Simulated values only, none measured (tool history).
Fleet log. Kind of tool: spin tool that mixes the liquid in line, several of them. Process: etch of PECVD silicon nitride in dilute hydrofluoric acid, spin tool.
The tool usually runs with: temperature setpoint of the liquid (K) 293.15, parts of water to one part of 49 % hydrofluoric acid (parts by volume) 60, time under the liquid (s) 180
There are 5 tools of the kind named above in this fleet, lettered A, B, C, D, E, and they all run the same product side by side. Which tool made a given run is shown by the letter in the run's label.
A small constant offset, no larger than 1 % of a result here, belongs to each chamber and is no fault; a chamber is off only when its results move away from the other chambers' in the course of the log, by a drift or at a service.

run	day	temperature setpoint of the liquid (K)	parts of water to one part of 49 % hydrofluoric acid (parts by volume)	time under the liquid (s)	hours since the thermometer was replaced	hours since the hydrofluoric acid flow meter was replaced	read-back film thickness of the PECVD silicon nitride reference wafer, read on the same gauge (nm)	thickness taken off the PECVD silicon nitride on a monitor wafer (Å)
1E	0.279	293.15	60	180	522.5	358.4	129.99	129.32
2B	0.442	293.15	60	180	492.2	1028.0	129.99	127.43
3C	0.617	293.15	60	180	708.4	597.1	129.99	127.58
4A	0.854	293.15	60	180	73.3	592.7	130.00	126.83
5D	1.112	293.15	60	180	2267.8	372.1	130.02	128.12
6C	1.350	293.15	45	180	726.0	614.7	130.00	169.52
7A	1.658	293.15	45	180	92.6	612.0	130.00	168.10
8D	1.817	293.15	45	180	2284.7	389.0	129.99	167.43
# day 2.071: chamber D: thermometer replaced
9E	2.104	293.15	45	180	566.3	402.2	130.02	169.28
10B	2.342	293.15	45	180	537.8	1073.6	130.03	168.58
11E	2.654	293.15	60	180	579.5	415.4	130.03	126.50
12C	2.908	293.15	60	180	763.4	652.1	129.99	127.40
13D	3.121	293.15	60	180	25.2	420.3	129.99	126.98
# day 3.238: chamber E: hydrofluoric acid flow meter replaced
14B	3.292	293.15	60	180	560.6	1096.4	130.01	127.06
15A	3.542	293.15	60	180	137.8	657.2	129.99	127.93
16E	3.825	297.65	35	180	607.6	14.1	129.98	288.11
17A	3.962	297.65	35	180	147.9	667.3	129.97	294.98
18C	4.200	297.65	35	180	794.4	683.1	129.99	293.86
19D	4.379	297.65	35	180	55.4	450.5	129.98	295.98
20B	4.571	297.65	35	180	591.3	1127.1	129.99	294.32
21A	4.875	296.65	40	180	169.8	689.2	129.99	243.31
22D	5.012	296.65	40	180	70.6	465.7	129.98	242.17
23B	5.321	296.65	40	180	609.3	1145.1	130.02	243.48
24C	5.583	296.65	40	180	827.6	716.3	130.01	236.69
25E	5.796	296.65	40	180	654.9	61.4	130.02	225.15
26A	5.975	293.15	60	180	196.2	715.6	129.99	126.57
27E	6.150	293.15	60	180	663.4	69.9	129.97	119.94
28D	6.412	293.15	60	180	104.2	499.3	129.99	129.02
29B	6.554	293.15	60	180	638.9	1174.7	129.97	128.72
30C	6.746	293.15	60	180	855.5	744.2	129.99	129.53
31D	7.021	297.65	60	180	118.8	513.9	130.00	175.56
32E	7.183	297.65	60	180	688.2	94.7	130.01	164.57
33B	7.338	297.65	60	180	657.7	1193.5	130.02	173.95
34C	7.617	297.65	60	180	876.4	765.1	129.97	171.33
35A	7.779	297.65	60	180	239.5	758.9	129.97	173.13
36D	8.033	293.15	60	180	143.1	538.2	129.97	127.65
37E	8.321	293.15	60	180	715.5	122.0	130.00	119.44
38A	8.471	293.15	60	180	256.1	775.5	130.00	126.78

Read the log: is a single chamber off, either drifting away or since a service, is the gauge that measures every chamber drifting, or is nothing wrong beyond small per-chamber offsets? Name any odd chamber and what most likely caused it.

Chamber E drifts away from the others.
Cause: liquid colder than its thermometer reads (K) = 1.29.

Which of the 4 candidates below, each the usual settings with something changed and its results left as question marks, puts chamber E back in line with what the other chambers give on the usual settings?
Counts as in line when no further than this from what the other chambers average on the usual settings: thickness taken off the PECVD silicon nitride on a monitor wafer (Å) 3.10
39E-1	8.692	293.65	60	190				?
39E-2	8.692	293.65	60	180				?
39E-3	8.692	292.65	60	180				?
39E-4	8.692	293.15	65	180				?

The other chambers' mean on the usual settings: thickness taken off the PECVD silicon nitride on a monitor wafer (Å) 128.09
run	thickness taken off the PECVD silicon nitride on a monitor wafer (Å)
39E-1	128.76
39E-2	121.98
39E-3	113.75
39E-4	109.10
The answer is 39E-1, which returns the chamber to within the allowed miss of the others.
